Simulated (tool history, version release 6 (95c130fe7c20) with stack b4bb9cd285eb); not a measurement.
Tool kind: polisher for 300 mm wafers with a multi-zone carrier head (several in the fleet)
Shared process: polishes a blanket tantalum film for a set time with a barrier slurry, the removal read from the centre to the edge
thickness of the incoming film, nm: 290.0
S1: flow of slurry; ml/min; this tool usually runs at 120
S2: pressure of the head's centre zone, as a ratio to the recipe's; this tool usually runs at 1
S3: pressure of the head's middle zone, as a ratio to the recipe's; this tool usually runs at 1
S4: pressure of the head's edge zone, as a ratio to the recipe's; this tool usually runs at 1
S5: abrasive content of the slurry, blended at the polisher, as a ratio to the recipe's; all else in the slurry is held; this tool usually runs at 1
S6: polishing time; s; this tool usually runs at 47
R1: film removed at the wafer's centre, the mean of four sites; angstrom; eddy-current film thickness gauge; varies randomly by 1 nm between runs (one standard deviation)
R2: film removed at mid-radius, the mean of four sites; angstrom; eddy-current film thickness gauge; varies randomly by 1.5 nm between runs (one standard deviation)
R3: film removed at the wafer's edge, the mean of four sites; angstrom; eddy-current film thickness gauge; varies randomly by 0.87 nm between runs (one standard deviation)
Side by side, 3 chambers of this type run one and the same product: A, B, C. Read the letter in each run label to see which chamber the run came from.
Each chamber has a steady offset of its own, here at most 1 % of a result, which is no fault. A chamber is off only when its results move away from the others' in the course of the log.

run     day   S1  S2  S3    S4  S5  S6      R1      R2      R3
 1C   0.275  120   1   1     1   1  47  1014.9  1013.8  1003.9
 2A   0.646  120   1   1     1   1  47  989.77  1018.2  1016.5
 3B   1.262  120   1   1     1   1  47  1019.8  986.05  1001.5
 4C   1.679  120   1   1     1   1  47  991.88  1003.2  1001.1
      2.096  -- chamber B: edge zone pressure recalibrated
 5B   2.096  120   1   1     1   1  47  1016.7  1000.5  1011.9
 6A   2.567  120   1   1     1   1  47    1002  970.12  999.62
 7B   3.121  120   1   1     1   1  47    1009  990.32  997.78
      3.267  -- chamber A: worn pad replaced by a new one
 8C   3.421  120   1   1     1   1  47  1016.5  972.52  995.04
 9A   3.704  120   1   1  1.09   1  62  1321.9  1311.4  1379.8
      3.971  -- chamber B: worn pad replaced by a new one
      4.046  -- chamber C: worn pad replaced by a new one
10C   4.058  120   1   1  1.09   1  62  1333.2  1313.7  1397.4
11B   4.396  120   1   1  1.09   1  62  1341.8  1325.3  1377.9
12A   4.933  120   1   1     1   1  47  1009.7  1030.1  1015.3
13A   5.292  120   1   1     1   1  47  1002.2  989.69  1009.6
14C   5.904  120   1   1     1   1  47  983.35  956.91  989.58
      5.979  -- chamber A: slurry nozzle cleaned
15B   6.412  120   1   1     1   1  47  1001.6  1008.9  1004.2
      6.712  -- chamber A: worn pad replaced by a new one
      6.858  -- chamber C: centre zone pressure recalibrated
16C   6.858  120   1   1     1   1  47  979.29  982.65  1002.7
17B   7.183  120   1   1     1   1  47  997.58  989.17  986.69
      7.721  -- chamber B: worn pad replaced by a new one
18A   7.733  120   1   1     1   1  35  741.62  737.76   748.9
19B   8.017  120   1   1     1   1  35  752.97  733.61  755.93
20A   8.321  120   1   1     1   1  35  741.36  733.53   750.4
      8.629  -- chamber C: worn pad replaced by a new one
21C   8.692  120   1   1     1   1  47  962.76  992.18  976.54
22A   9.154  120   1   1     1   1  47  992.39  991.94  997.23
23C   9.429  120   1   1     1   1  47  947.62  937.69  980.02
24B   9.821  120   1   1     1   1  47  1028.5  987.09  1000.6
     10.079  -- chamber A: worn pad replaced by a new one
25C  10.288  120   1   1     1   1  47  954.02  945.97  973.65
26A  10.708  120   1   1     1   1  47  1017.4  992.01  992.38
27B  11.225  120   1   1     1   1  47  1003.4  965.11  993.14
28B  11.512  120   1   1     1   1  47  1005.1  980.77  1010.6
29A  11.854  120   1   1     1   1  47  1000.7  971.06  1011.1
     11.908  -- chamber A: centre zone pressure recalibrated
30C  12.375  120   1   1     1   1  47  921.22  930.44  968.07
31A  12.858  120   1   1     1   1  47  987.62  1027.9  998.68

Next, all 3 chambers run the settings below, one line each with question marks for the results. What does each chamber give?
32A  13.312  120   1   1   1   1  47   ?   ?   ?
32B  13.312  120   1   1   1   1  47   ?   ?   ?
32C  13.312  120   1   1   1   1  47   ?   ?   ?

run      R1      R2      R3
32A  995.16  1030.6  1021.3
32B  1008.7  977.97  1005.5
32C  906.43  928.88  948.75
